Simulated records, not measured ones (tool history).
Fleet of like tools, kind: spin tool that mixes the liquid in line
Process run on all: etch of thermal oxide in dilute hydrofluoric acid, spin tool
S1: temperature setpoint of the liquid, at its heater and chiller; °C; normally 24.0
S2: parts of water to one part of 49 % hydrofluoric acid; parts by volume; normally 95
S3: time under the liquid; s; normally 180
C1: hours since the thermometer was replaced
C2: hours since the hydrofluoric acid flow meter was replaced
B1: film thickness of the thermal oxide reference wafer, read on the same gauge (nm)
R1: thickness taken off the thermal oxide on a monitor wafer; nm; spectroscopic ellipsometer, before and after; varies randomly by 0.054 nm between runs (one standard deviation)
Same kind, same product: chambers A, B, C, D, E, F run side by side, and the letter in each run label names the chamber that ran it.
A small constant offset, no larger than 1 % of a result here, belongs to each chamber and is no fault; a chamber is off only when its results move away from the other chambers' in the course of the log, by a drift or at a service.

{"run": "1C", "hour": 3.7, "S1": 24.0, "S2": 95, "S3": 180, "C1": 1484.8, "C2": 23.8, "B1": 59.997, "R1": 8.1889}
{"run": "2A", "hour": 8.5, "S1": 24.0, "S2": 95, "S3": 180, "C1": 211.3, "C2": 1902.7, "B1": 60.008, "R1": 8.0878}
{"run": "3D", "hour": 12.8, "S1": 24.0, "S2": 95, "S3": 180, "C1": 98.1, "C2": 272.4, "B1": 59.999, "R1": 8.0846}
{"run": "4F", "hour": 16.6, "S1": 24.0, "S2": 95, "S3": 180, "C1": 423.7, "C2": 470.0, "B1": 60.011, "R1": 8.2039}
{"run": "5E", "hour": 22.7, "S1": 24.0, "S2": 95, "S3": 180, "C1": 334.7, "C2": 1274.2, "B1": 59.99, "R1": 8.1265}
{"run": "6B", "hour": 27.8, "S1": 24.0, "S2": 95, "S3": 180, "C1": 299.3, "C2": 953.7, "B1": 60.013, "R1": 8.1171}
{"run": "7A", "hour": 34.3, "S1": 24.0, "S2": 95, "S3": 180, "C1": 237.1, "C2": 1928.5, "B1": 59.989, "R1": 8.135}
{"run": "8D", "hour": 41.0, "S1": 24.0, "S2": 95, "S3": 180, "C1": 126.3, "C2": 300.6, "B1": 59.996, "R1": 8.0706}
{"run": "9E", "hour": 47.6, "S1": 27.5, "S2": 95, "S3": 225, "C1": 359.6, "C2": 1299.1, "B1": 60.003, "R1": 11.624}
{"run": "10B", "hour": 50.9, "S1": 27.5, "S2": 95, "S3": 225, "C1": 322.4, "C2": 976.8, "B1": 59.985, "R1": 11.709}
{"run": "11F", "hour": 55.7, "S1": 27.5, "S2": 95, "S3": 225, "C1": 462.8, "C2": 509.1, "B1": 59.998, "R1": 11.809}
{"run": "12C", "hour": 60.4, "S1": 27.5, "S2": 95, "S3": 225, "C1": 1541.5, "C2": 80.5, "B1": 59.995, "R1": 11.741}
{"run": "13D", "hour": 64.5, "S1": 27.5, "S2": 95, "S3": 225, "C1": 149.8, "C2": 324.1, "B1": 59.99, "R1": 11.679}
{"run": "14A", "hour": 70.1, "S1": 27.5, "S2": 95, "S3": 225, "C1": 272.9, "C2": 1964.3, "B1": 59.981, "R1": 11.368}
{"run": "15E", "hour": 74.6, "S1": 24.0, "S2": 95, "S3": 180, "C1": 386.6, "C2": 1326.1, "B1": 59.987, "R1": 8.0744}
{"run": "16F", "hour": 77.6, "S1": 24.0, "S2": 95, "S3": 180, "C1": 484.7, "C2": 531.0, "B1": 60.011, "R1": 8.1462}
{"hour": 83.0, "done": "chamber F: thermometer replaced"}
{"run": "17C", "hour": 83.7, "S1": 27.0, "S2": 95, "S3": 180, "C1": 1564.8, "C2": 103.8, "B1": 59.984, "R1": 9.1218}
{"run": "18B", "hour": 88.7, "S1": 27.0, "S2": 95, "S3": 180, "C1": 360.2, "C2": 1014.6, "B1": 59.984, "R1": 9.1343}
{"run": "19E", "hour": 93.4, "S1": 27.0, "S2": 95, "S3": 180, "C1": 405.4, "C2": 1344.9, "B1": 59.986, "R1": 9.0404}
{"run": "20C", "hour": 99.1, "S1": 27.0, "S2": 95, "S3": 180, "C1": 1580.2, "C2": 119.2, "B1": 59.978, "R1": 9.3675}
{"run": "21D", "hour": 105.0, "S1": 27.0, "S2": 95, "S3": 180, "C1": 190.3, "C2": 364.6, "B1": 60.013, "R1": 9.1673}
{"run": "22F", "hour": 109.2, "S1": 27.0, "S2": 95, "S3": 180, "C1": 26.3, "C2": 562.6, "B1": 59.988, "R1": 9.1521}
{"run": "23B", "hour": 113.5, "S1": 24.0, "S2": 95, "S3": 180, "C1": 385.0, "C2": 1039.4, "B1": 59.999, "R1": 8.2181}
{"run": "24A", "hour": 118.1, "S1": 24.0, "S2": 95, "S3": 180, "C1": 320.9, "C2": 2012.3, "B1": 59.997, "R1": 8.02}
{"run": "25C", "hour": 122.7, "S1": 24.0, "S2": 95, "S3": 180, "C1": 1603.8, "C2": 142.8, "B1": 60.03, "R1": 8.1635}
{"hour": 123.5, "done": "chamber A: hydrofluoric acid flow meter replaced"}
{"run": "26D", "hour": 125.6, "S1": 24.0, "S2": 95, "S3": 180, "C1": 210.9, "C2": 385.2, "B1": 59.997, "R1": 8.0381}
{"hour": 126.1, "done": "chamber B: hydrofluoric acid flow meter replaced"}
{"run": "27F", "hour": 130.5, "S1": 24.0, "S2": 95, "S3": 180, "C1": 47.6, "C2": 583.9, "B1": 59.999, "R1": 8.1767}
{"run": "28E", "hour": 137.1, "S1": 24.0, "S2": 95, "S3": 180, "C1": 449.1, "C2": 1388.6, "B1": 59.999, "R1": 7.9547}
{"run": "29B", "hour": 142.3, "S1": 24.0, "S2": 95, "S3": 180, "C1": 413.8, "C2": 16.2, "B1": 60.022, "R1": 8.1708}
{"run": "30A", "hour": 148.8, "S1": 24.0, "S2": 95, "S3": 180, "C1": 351.6, "C2": 25.4, "B1": 60.02, "R1": 8.1598}
{"run": "31B", "hour": 155.4, "S1": 24.0, "S2": 95, "S3": 180, "C1": 426.9, "C2": 29.3, "B1": 59.998, "R1": 8.1624}
{"run": "32A", "hour": 159.4, "S1": 24.0, "S2": 95, "S3": 180, "C1": 362.2, "C2": 36.0, "B1": 59.999, "R1": 7.9661}
{"run": "33F", "hour": 164.3, "S1": 24.0, "S2": 95, "S3": 180, "C1": 81.4, "C2": 617.7, "B1": 59.994, "R1": 8.2283}
{"run": "34D", "hour": 170.8, "S1": 24.0, "S2": 95, "S3": 180, "C1": 256.1, "C2": 430.4, "B1": 59.988, "R1": 8.1555}
{"run": "35C", "hour": 174.8, "S1": 24.0, "S2": 95, "S3": 180, "C1": 1655.9, "C2": 194.9, "B1": 60.009, "R1": 8.1123}
{"run": "36E", "hour": 181.2, "S1": 24.0, "S2": 95, "S3": 180, "C1": 493.2, "C2": 1432.7, "B1": 59.982, "R1": 7.6826}
{"run": "37D", "hour": 185.6, "S1": 24.0, "S2": 95, "S3": 180, "C1": 270.9, "C2": 445.2, "B1": 60.004, "R1": 8.1603}
{"run": "38E", "hour": 191.8, "S1": 24.0, "S2": 95, "S3": 180, "C1": 503.8, "C2": 1443.3, "B1": 59.984, "R1": 7.6848}
{"run": "39B", "hour": 195.3, "S1": 24.0, "S2": 95, "S3": 180, "C1": 466.8, "C2": 69.2, "B1": 60.013, "R1": 8.1301}
{"run": "40C", "hour": 198.9, "S1": 24.0, "S2": 95, "S3": 180, "C1": 1680.0, "C2": 219.0, "B1": 59.993, "R1": 8.1071}
{"run": "41F", "hour": 203.0, "S1": 24.0, "S2": 95, "S3": 180, "C1": 120.1, "C2": 656.4, "B1": 59.997, "R1": 8.1588}
{"run": "42A", "hour": 206.6, "S1": 24.0, "S2": 95, "S3": 180, "C1": 409.4, "C2": 83.2, "B1": 60.005, "R1": 8.1215}
{"run": "43A", "hour": 209.7, "S1": 24.0, "S2": 95, "S3": 180, "C1": 412.5, "C2": 86.3, "B1": 59.98, "R1": 8.1696}

Next, all 6 chambers run the settings below, one line each with question marks for the results. What does each chamber give?
{"run": "44A", "hour": 214.4, "S1": 20.5, "S2": 95, "S3": 180, "R1": "?"}
{"run": "44B", "hour": 214.4, "S1": 20.5, "S2": 95, "S3": 180, "R1": "?"}
{"run": "44C", "hour": 214.4, "S1": 20.5, "S2": 95, "S3": 180, "R1": "?"}
{"run": "44D", "hour": 214.4, "S1": 20.5, "S2": 95, "S3": 180, "R1": "?"}
{"run": "44E", "hour": 214.4, "S1": 20.5, "S2": 95, "S3": 180, "R1": "?"}
{"run": "44F", "hour": 214.4, "S1": 20.5, "S2": 95, "S3": 180, "R1": "?"}

run=44A R1=7.0951
run=44B R1=7.0553
run=44C R1=7.0804
run=44D R1=7.0968
run=44E R1=6.5496
run=44F R1=7.1763

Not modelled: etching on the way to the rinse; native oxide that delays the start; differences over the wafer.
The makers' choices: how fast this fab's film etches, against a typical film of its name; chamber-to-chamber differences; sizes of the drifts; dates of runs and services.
